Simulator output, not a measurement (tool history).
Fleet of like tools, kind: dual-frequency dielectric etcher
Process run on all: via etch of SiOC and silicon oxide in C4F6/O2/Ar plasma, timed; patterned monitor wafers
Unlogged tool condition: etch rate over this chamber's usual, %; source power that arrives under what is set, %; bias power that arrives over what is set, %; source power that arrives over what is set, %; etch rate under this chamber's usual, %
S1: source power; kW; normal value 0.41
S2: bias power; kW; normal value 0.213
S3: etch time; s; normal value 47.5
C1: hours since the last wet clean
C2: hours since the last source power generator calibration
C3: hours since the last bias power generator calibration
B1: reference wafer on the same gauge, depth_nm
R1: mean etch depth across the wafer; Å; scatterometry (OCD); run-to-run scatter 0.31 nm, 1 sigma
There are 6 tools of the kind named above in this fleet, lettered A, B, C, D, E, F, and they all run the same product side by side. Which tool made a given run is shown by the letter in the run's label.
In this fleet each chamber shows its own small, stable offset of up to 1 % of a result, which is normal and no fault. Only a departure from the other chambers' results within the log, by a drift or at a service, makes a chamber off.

run,hour,S1,S2,S3,C1,C2,C3,B1,R1
# hour 3.8: chamber A: wet clean of the chamber
1B,8.2,0.41,0.213,47.5,357,446.1,277,50.383,575.85
2E,18.1,0.41,0.213,47.5,41.7,1093.7,949.1,50.447,572.36
3D,23.8,0.41,0.213,47.5,265.7,2880.9,878.5,50.403,574.47
4A,35,0.41,0.213,47.5,31.2,3205.4,759.2,50.346,575.46
# hour 42.4: chamber F: wet clean of the chamber
5C,44.4,0.41,0.213,47.5,134.5,357.5,3930,50.355,563.11
6F,52.2,0.41,0.213,47.5,9.9,3989.3,2052.6,50.471,572.5
7B,61.2,0.41,0.213,47.5,410,499.1,330,50.37,576.24
8F,66.4,0.41,0.213,47.5,24.1,4003.5,2066.8,50.411,571.39
9D,75.2,0.41,0.213,47.5,317.1,2932.3,929.9,50.49,576.16
10E,82.9,0.44,0.213,58.5,106.5,1158.5,1013.9,50.414,725.23
11A,90.6,0.44,0.213,58.5,86.8,3261,814.8,50.406,728.51
12C,97.8,0.44,0.213,58.5,187.9,410.9,3983.4,50.359,724.44
13E,109.1,0.44,0.213,58.5,132.7,1184.7,1040.1,50.456,723.16
# hour 113.4: chamber D: source power generator calibrated
14C,114.2,0.44,0.213,58.5,204.3,427.3,3999.8,50.435,717.9
15F,121.2,0.44,0.213,58.5,78.9,4058.3,2121.6,50.371,725.67
16B,129.3,0.41,0.213,47.5,478.1,567.2,398.1,50.386,568.78
# hour 132.7: chamber D: wet clean of the chamber
17D,139.7,0.41,0.213,47.5,7.1,26.4,994.4,50.416,578.93
# hour 146.7: chamber B: wet clean of the chamber
18A,146.7,0.41,0.213,47.5,142.9,3317.1,870.9,50.379,573.82
19B,155.2,0.41,0.213,47.5,8.6,593.1,424,50.421,581.22
20D,163.4,0.41,0.213,47.5,30.8,50.1,1018.1,50.368,573.86
21E,169.1,0.41,0.213,47.5,192.7,1244.7,1100.1,50.416,569.64
22A,179.4,0.41,0.213,57,175.6,3349.8,903.6,50.401,685.07
23C,184.8,0.41,0.213,57,274.9,497.9,4070.4,50.453,682.76
24F,195.2,0.41,0.213,57,152.9,4132.3,2195.6,50.382,690.8
25B,205.7,0.41,0.213,57,59.1,643.6,474.5,50.394,684.01
26D,211.7,0.41,0.213,57,79.1,98.4,1066.4,50.452,691.93
27C,217.6,0.41,0.213,57,307.7,530.7,4103.2,50.464,677.49
28A,225.1,0.41,0.213,47.5,221.3,3395.5,949.3,50.339,574.16
29E,235,0.41,0.213,47.5,258.6,1310.6,1166,50.427,569.27
30F,246.1,0.41,0.213,47.5,203.8,4183.2,2246.5,50.372,575.61
31C,256.2,0.41,0.213,47.5,346.3,569.3,4141.8,50.463,573.6
32A,264.5,0.41,0.213,47.5,260.7,3434.9,988.7,50.4,571.25
# hour 264.8: chamber C: wet clean of the chamber
33B,273,0.41,0.213,47.5,126.4,710.9,541.8,50.339,576.38
34D,280.2,0.41,0.213,47.5,147.6,166.9,1134.9,50.4,574.07
35F,287.4,0.41,0.213,47.5,245.1,4224.5,2287.8,50.349,575.8
36E,297,0.41,0.213,47.5,320.6,1372.6,1228,50.373,575.57
37A,302.8,0.41,0.213,47.5,299,3473.2,1027,50.413,571.31
38F,309.6,0.41,0.213,47.5,267.3,4246.7,2310,50.417,576.82
39D,316.5,0.41,0.213,47.5,183.9,203.2,1171.2,50.425,573.67
40B,323.3,0.41,0.213,47.5,176.7,761.2,592.1,50.429,573.79
41C,330.5,0.41,0.23,37.5,65.7,643.6,4216.1,50.417,461.37
42E,340.5,0.41,0.23,37.5,364.1,1416.1,1271.5,50.416,461.69
43C,348.9,0.41,0.23,37.5,84.1,662,4234.5,50.402,460.41

Next, every chamber runs the same settings. What will each give?
44A,357.3,0.41,0.213,47.5,,,,,?
44B,357.3,0.41,0.213,47.5,,,,,?
44C,357.3,0.41,0.213,47.5,,,,,?
44D,357.3,0.41,0.213,47.5,,,,,?
44E,357.3,0.41,0.213,47.5,,,,,?
44F,357.3,0.41,0.213,47.5,,,,,?

run,R1
44A,576.98
44B,570.17
44C,566.09
44D,577.87
44E,572.47
44F,574.57
